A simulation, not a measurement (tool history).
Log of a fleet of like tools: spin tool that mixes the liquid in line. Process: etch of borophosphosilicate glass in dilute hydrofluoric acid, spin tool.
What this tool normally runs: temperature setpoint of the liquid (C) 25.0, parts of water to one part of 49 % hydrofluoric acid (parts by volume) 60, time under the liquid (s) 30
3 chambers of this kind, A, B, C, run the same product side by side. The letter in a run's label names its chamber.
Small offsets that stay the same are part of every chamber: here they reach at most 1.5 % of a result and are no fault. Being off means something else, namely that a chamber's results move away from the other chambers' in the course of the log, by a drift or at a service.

run,hour,temperature setpoint of the liquid (C),parts of water to one part of 49 % hydrofluoric acid (parts by volume),time under the liquid (s),hours since the thermometer was replaced,hours since the hydrofluoric acid flow meter was replaced,"read-back film thickness of the borophosphosilicate glass reference wafer, read on the same gauge (nm)",thickness taken off the borophosphosilicate glass on a monitor wafer (nm)
1C,2.7,25.0,60,30,805.5,546.5,69.995,19.8430
2A,5.5,25.0,60,30,637.7,1092.3,69.987,20.3580
3B,8.1,25.0,60,30,976.1,1901.5,69.973,20.1540
4A,10.1,25.0,60,30,642.3,1096.9,69.993,20.1540
5C,12.3,25.0,60,30,815.1,556.1,69.988,19.8480
6B,16.4,25.0,60,30,984.4,1909.8,69.992,20.2350
# hour 18.4: chamber C: thermometer replaced
7C,18.5,25.0,60,30,0.2,562.3,70.013,19.8280
8A,20.4,25.0,60,30,652.6,1107.2,70.014,20.1080
9B,23.9,25.0,60,30,991.9,1917.3,70.005,20.0520
10B,26.4,25.0,60,30,994.4,1919.8,70.002,20.1780
11A,30.4,25.0,60,40,662.6,1117.2,70.014,26.7370
12C,34.5,25.0,60,40,16.2,578.3,70.005,26.2320
13A,37.2,25.0,60,40,669.4,1124.0,70.004,27.2080
14C,40.3,25.0,60,30,22.0,584.1,70.010,20.1710
15B,42.4,25.0,60,30,1010.4,1935.8,69.997,19.9360
16C,46.0,25.0,60,30,27.7,589.8,69.982,19.8080
17B,49.4,25.0,60,30,1017.4,1942.8,70.002,19.6940
18A,51.4,25.0,60,30,683.6,1138.2,69.988,20.4970
19A,54.1,25.0,60,30,686.3,1140.9,70.001,20.3110
20B,57.7,25.0,60,30,1025.7,1951.1,70.001,19.5980
21C,60.6,25.0,60,30,42.3,604.4,70.011,19.8770
22C,64.6,25.0,80,20,46.3,608.4,70.012,9.7722
23B,68.7,25.0,80,20,1036.7,1962.1,70.008,9.3709
24A,70.9,25.0,80,20,703.1,1157.7,70.007,9.7734
25C,74.1,25.0,60,30,55.8,617.9,70.001,19.8460
26A,78.1,25.0,60,30,710.3,1164.9,69.990,20.3810
27B,81.3,25.0,60,30,1049.3,1974.7,70.008,18.8960
28A,84.6,28.0,60,30,716.8,1171.4,70.001,23.0410
29B,87.7,28.0,60,30,1055.7,1981.1,70.012,21.4570
30C,91.2,28.0,60,30,72.9,635.0,70.030,22.5920
31B,94.7,25.0,60,30,1062.7,1988.1,69.997,18.6330
32C,98.1,25.0,60,30,79.8,641.9,69.989,20.0500
33A,101.7,25.0,90,30,733.9,1188.5,70.005,12.8540
34C,103.6,25.0,90,30,85.3,647.4,69.982,12.8720
35B,106.1,25.0,90,30,1074.1,1999.5,70.004,12.1140
36A,110.4,25.0,60,30,742.6,1197.2,70.001,20.2630
37A,112.7,25.0,60,30,744.9,1199.5,70.011,20.2540
38C,116.1,28.5,60,30,97.8,659.9,69.999,22.3860
39B,120.3,28.5,60,30,1088.3,2013.7,69.982,20.8440
40B,123.6,28.5,60,30,1091.6,2017.0,70.001,20.9190

All 3 chambers run these settings next. Forecast each chamber's results:
41A,126.7,25.0,45,30,,,,?
41B,126.7,25.0,45,30,,,,?
41C,126.7,25.0,45,30,,,,?

run,thickness taken off the borophosphosilicate glass on a monitor wafer (nm)
41A,27.6670
41B,24.6860
41C,26.5180
